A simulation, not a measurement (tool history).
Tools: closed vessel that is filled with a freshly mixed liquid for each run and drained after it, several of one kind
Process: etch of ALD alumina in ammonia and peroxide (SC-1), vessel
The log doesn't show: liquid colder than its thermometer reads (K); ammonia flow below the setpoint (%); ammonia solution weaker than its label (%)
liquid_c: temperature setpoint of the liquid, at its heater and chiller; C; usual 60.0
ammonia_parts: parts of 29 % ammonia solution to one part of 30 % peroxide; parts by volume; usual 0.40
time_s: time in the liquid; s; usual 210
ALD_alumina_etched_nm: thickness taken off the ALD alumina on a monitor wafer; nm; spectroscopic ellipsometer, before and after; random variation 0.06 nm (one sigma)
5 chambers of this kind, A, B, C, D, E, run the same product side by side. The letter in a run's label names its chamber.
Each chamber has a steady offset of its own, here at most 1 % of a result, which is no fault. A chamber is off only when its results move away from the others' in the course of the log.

run	hour	liquid_c	ammonia_parts	time_s	hours since the thermometer was replaced	hours since the ammonia flow meter was replaced	hours since the drum of ammonia solution was connected	read-back film thickness of the ALD alumina reference wafer, read on the same gauge (nm)	ALD_alumina_etched_nm
1A	5.4	60.0	0.40	210	479.8	2346.9	49.2	139.99	14.426
2D	10.5	60.0	0.40	210	71.0	673.9	453.6	140.00	14.194
3E	16.1	60.0	0.40	210	551.9	719.6	125.8	140.05	14.044
4B	20.0	60.0	0.40	210	1249.3	734.0	276.2	140.04	14.305
5C	24.6	60.0	0.40	210	756.8	1625.5	73.7	139.97	14.293
6A	27.9	60.0	0.40	210	502.3	2369.4	71.7	140.06	14.367
7E	32.6	60.0	0.40	210	568.4	736.1	142.3	139.98	14.215
8B	37.9	60.0	0.40	210	1267.2	751.9	294.1	139.99	14.257
9D	43.9	60.0	0.20	210	104.4	707.3	487.0	139.95	13.374
10C	48.1	60.0	0.20	210	780.3	1649.0	97.2	139.96	13.345
11C	55.0	60.0	0.20	210	787.2	1655.9	104.1	140.02	13.319
12B	62.0	60.0	0.20	210	1291.3	776.0	318.2	139.98	13.394
13E	68.3	60.0	0.20	210	604.1	771.8	178.0	140.02	13.209
14D	72.0	60.0	0.40	170	132.5	735.4	515.1	140.05	11.511
15A	77.5	60.0	0.40	170	551.9	2419.0	121.3	139.97	11.531
16E	81.6	60.0	0.40	170	617.4	785.1	191.3	139.96	11.430
17D	87.8	60.0	0.40	170	148.3	751.2	530.9	139.97	11.581
18C	94.8	60.0	0.40	170	827.0	1695.7	143.9	140.01	11.594
19A	101.2	63.0	0.55	210	575.6	2442.7	145.0	140.02	17.091
20B	107.0	63.0	0.55	210	1336.3	821.0	363.2	139.98	17.153
21B	111.7	63.0	0.55	210	1341.0	825.7	367.9	140.00	17.138
22E	116.5	63.0	0.55	210	652.3	820.0	226.2	140.01	16.933
23D	123.9	63.0	0.55	210	184.4	787.3	567.0	140.00	16.969
24A	128.2	60.0	0.40	210	602.6	2469.7	172.0	139.94	14.097
25C	133.2	60.0	0.40	210	865.4	1734.1	182.3	139.95	14.419
26A	138.9	60.0	0.40	210	613.3	2480.4	182.7	140.01	14.059
27E	145.2	60.0	0.40	210	681.0	848.7	254.9	139.98	14.058
28B	151.8	60.0	0.40	210	1381.1	865.8	408.0	139.98	14.275
29C	158.8	60.0	0.40	210	891.0	1759.7	207.9	140.01	14.400
30D	162.8	60.0	0.40	210	223.3	826.2	605.9	140.00	14.303
31D	167.9	60.0	0.40	210	228.4	831.3	611.0	140.00	14.175
32C	172.5	63.0	0.40	210	904.7	1773.4	221.6	140.03	16.654
33B	177.5	63.0	0.40	210	1406.8	891.5	433.7	139.98	16.655
34E	182.2	63.0	0.40	210	718.0	885.7	291.9	140.02	16.550
35A	186.5	63.0	0.40	210	660.9	2528.0	230.3	140.01	16.240
36A	192.5	63.0	0.40	210	666.9	2534.0	236.3	139.99	16.248
37B	197.2	60.0	0.40	210	1426.5	911.2	453.4	140.01	14.225
# hour 199.8: chamber D: new drum of ammonia solution connected
38E	200.4	60.0	0.40	210	736.2	903.9	310.1	140.03	14.225
39C	204.1	60.0	0.40	210	936.3	1805.0	253.2	140.01	14.370
40D	207.3	60.0	0.40	285	267.8	870.7	7.6	140.01	19.303
41E	211.5	60.0	0.40	285	747.3	915.0	321.2	139.99	19.183
42B	216.1	60.0	0.40	285	1445.4	930.1	472.3	140.00	19.545

All 5 chambers run these settings next. Forecast each chamber's results:
43A	221.4	67.5	0.40	210					?
43B	221.4	67.5	0.40	210					?
43C	221.4	67.5	0.40	210					?
43D	221.4	67.5	0.40	210					?
43E	221.4	67.5	0.40	210					?

run	ALD_alumina_etched_nm
43A	20.489
43B	20.644
43C	20.998
43D	20.875
43E	20.408
